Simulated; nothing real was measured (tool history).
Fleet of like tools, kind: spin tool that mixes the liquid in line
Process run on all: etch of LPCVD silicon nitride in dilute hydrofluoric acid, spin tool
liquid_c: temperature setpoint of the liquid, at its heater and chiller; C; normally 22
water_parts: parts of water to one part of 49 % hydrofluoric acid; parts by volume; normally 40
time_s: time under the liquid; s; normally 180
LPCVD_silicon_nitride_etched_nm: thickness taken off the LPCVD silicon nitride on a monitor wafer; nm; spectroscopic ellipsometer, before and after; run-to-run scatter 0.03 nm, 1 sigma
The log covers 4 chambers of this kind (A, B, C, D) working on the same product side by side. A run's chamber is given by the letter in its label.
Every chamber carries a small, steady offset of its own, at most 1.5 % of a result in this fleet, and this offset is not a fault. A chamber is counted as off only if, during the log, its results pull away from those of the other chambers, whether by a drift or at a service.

run,day,liquid_c,water_parts,time_s,"read-back film thickness of the LPCVD silicon nitride reference wafer, read on the same gauge (nm)",LPCVD_silicon_nitride_etched_nm
1D,0.408,22,40,180,99.987,2.00240
2B,0.983,22,40,180,100.020,1.95860
3C,1.579,22,40,180,100.020,1.90690
4A,2.146,22,40,180,99.984,1.92480
5B,2.475,22,40,95,99.984,1.03440
6A,2.862,22,40,95,100.060,0.99325
7C,3.312,22,40,95,100.010,1.01520
8D,3.833,22,40,95,100.030,1.05700
9C,4.133,22,40,180,100.000,1.97310
10B,4.583,22,40,180,99.953,1.99800
11D,5.192,22,50,180,100.010,1.58180
12A,5.646,22,50,180,100.040,1.58470
13C,6.175,22,50,180,100.020,1.60560
14D,6.692,22,50,180,99.999,1.64070
15B,6.983,22,40,180,100.020,2.08880
16A,7.417,22,40,180,100.000,1.93780
17A,7.879,22,40,240,99.974,2.65270
18B,8.333,22,40,240,99.980,2.85810
19D,8.812,22,40,240,100.030,2.66660
20C,9.171,22,40,240,100.030,2.62190
21B,9.579,22,40,135,99.988,1.60580
22D,9.908,22,40,135,99.984,1.46800
23A,10.283,22,40,135,100.050,1.46100
24C,10.658,22,40,135,99.993,1.46670

Read the log: is a single chamber off, either drifting away or since a service, is the gauge that measures every chamber drifting, or is nothing wrong beyond small per-chamber offsets? Name any odd chamber and what most likely caused it.

Chamber B drifts away from the others.
Likeliest cause: liquid hotter than its thermometer reads (K) = 1.65.
With only this log, it may be confused with: hydrofluoric acid flow above the setpoint (%).

Below are 4 candidate recipes for chamber B's next run, each the usual settings with a change, their results shown as question marks. Which of them brings B's results back in line with what the other chambers give on the usual settings?
Maximum distance from the other chambers' mean on the usual settings for a result to count as in line: LPCVD_silicon_nitride_etched_nm 0.10000 nm
25B-1,11.100,22.5,40,195,,?
25B-2,11.100,21.5,40,150,,?
25B-3,11.100,22.0,45,180,,?
25B-4,11.100,22.0,35,200,,?

The other chambers' mean on the usual settings: LPCVD_silicon_nitride_etched_nm 1.96120 nm
run,LPCVD_silicon_nitride_etched_nm
25B-1,2.45240
25B-2,1.76250
25B-3,1.95300
25B-4,2.76460
It is 25B-3 that realigns the chamber with its peers.

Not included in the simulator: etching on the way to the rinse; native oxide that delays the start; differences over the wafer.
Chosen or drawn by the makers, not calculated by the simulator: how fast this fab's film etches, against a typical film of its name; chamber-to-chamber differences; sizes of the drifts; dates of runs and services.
